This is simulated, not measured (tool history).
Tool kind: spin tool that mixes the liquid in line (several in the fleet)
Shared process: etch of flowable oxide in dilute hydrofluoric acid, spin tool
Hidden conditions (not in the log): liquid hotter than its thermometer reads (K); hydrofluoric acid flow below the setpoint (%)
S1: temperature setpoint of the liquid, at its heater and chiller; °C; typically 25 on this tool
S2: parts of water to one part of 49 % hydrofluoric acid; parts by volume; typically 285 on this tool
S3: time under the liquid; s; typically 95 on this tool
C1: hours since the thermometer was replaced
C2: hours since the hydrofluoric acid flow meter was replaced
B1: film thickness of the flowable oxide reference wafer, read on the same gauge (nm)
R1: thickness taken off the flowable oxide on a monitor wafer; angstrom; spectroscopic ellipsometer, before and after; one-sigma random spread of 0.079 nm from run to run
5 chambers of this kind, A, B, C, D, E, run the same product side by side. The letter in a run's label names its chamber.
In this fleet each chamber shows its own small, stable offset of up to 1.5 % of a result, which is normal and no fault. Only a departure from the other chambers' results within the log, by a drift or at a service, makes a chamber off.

run,hour,S1,S2,S3,C1,C2,B1,R1
1C,11.4,25,285,95,662.7,189.4,129.99,130.1
2B,20.7,25,285,95,1019.2,313,130,133.86
# hour 24.9: chamber C: thermometer replaced
3E,32.4,25,285,95,684.6,145.5,129.99,130.97
4A,41.5,25,285,95,231.1,1648.5,130,131.94
5D,52.6,25,285,95,566.8,768.1,130.01,130.26
6B,58,25,285,95,1056.5,350.3,130,132.72
7C,63.4,25,285,95,38.6,241.4,130.01,131.2
8A,74,25,285,130,263.6,1681,130,179.93
9E,85.9,25,285,130,738.1,199,130.01,178.92
10D,97.1,25,285,130,611.3,812.6,130,178.16
11E,107.9,25,285,130,760.1,221,129.99,179.41
12A,113.8,25,285,130,303.4,1720.8,129.99,181.35
13C,126,21.5,410,95,101.2,304,130.01,73.506
14B,137.2,21.5,410,95,1135.7,429.5,130,72.652
15D,147,21.5,410,95,661.2,862.5,130.01,71.709
16B,155,21.5,410,95,1153.5,447.3,130.02,72.855
17D,164.2,21.5,410,95,678.4,879.7,130,72.098
18E,175.3,25,285,95,827.5,288.4,130,129.83
19C,186.5,25,285,95,161.7,364.5,130.01,130.95
20A,194.6,25,285,95,384.2,1801.6,129.99,133.28
21B,205.8,25,285,95,1204.3,498.1,129.99,133.72
22C,215.5,25,285,95,190.7,393.5,130.01,130.47
23A,224.4,25,285,95,414,1831.4,130,135.22
24D,233.1,25,285,95,747.3,948.6,129.97,130.86
25E,240.2,25,285,95,892.4,353.3,129.99,131.03
26A,250.4,25,285,95,440,1857.4,130.02,135.45
27D,259,25,285,95,773.2,974.5,130.02,129.82
# hour 260: chamber A: hydrofluoric acid flow meter replaced
28C,267.1,25,285,95,242.3,445.1,130.01,130.68
29B,273.7,25,285,95,1272.2,566,130,133.77
30E,284,25,285,95,936.2,397.1,130.01,131.38
31B,294.3,25,285,95,1292.8,586.6,129.99,133.88
32E,305,25,285,95,957.2,418.1,130.02,131.17
33C,315.8,25,285,95,291,493.8,129.99,130.56
34D,321.4,25,285,95,835.6,1036.9,130.01,129.62
35A,327.9,25,285,95,517.5,67.9,130.01,137.38

Has any chamber moved away from the others, gradually or after a service, or does the common gauge drift, or do the chambers differ only by their own small steady offsets? State the chamber and the most likely cause if one applies.

One chamber, A, drifts off from the rest bit by bit.
Cause: liquid hotter than its thermometer reads (K) = 1.41.

Below are 4 candidate recipes for chamber A's next run, each the usual settings with a change, their results shown as question marks. Which of them brings A's results back in line with what the other chambers give on the usual settings?
In line here means within this much of the mean the other chambers give on the usual settings: R1 2.8 angstrom
36A-1,336.6,25,285,105,,,,?
36A-2,336.6,25,285,100,,,,?
36A-3,336.6,25,295,95,,,,?
36A-4,336.6,25,310,95,,,,?

Mean of the other chambers on the usual settings: R1 131.57 angstrom
run,R1
36A-1,152.29
36A-2,145.04
36A-3,131.82
36A-4,123.63
36A-3 is the one that brings the chamber's results back in line with the other chambers.
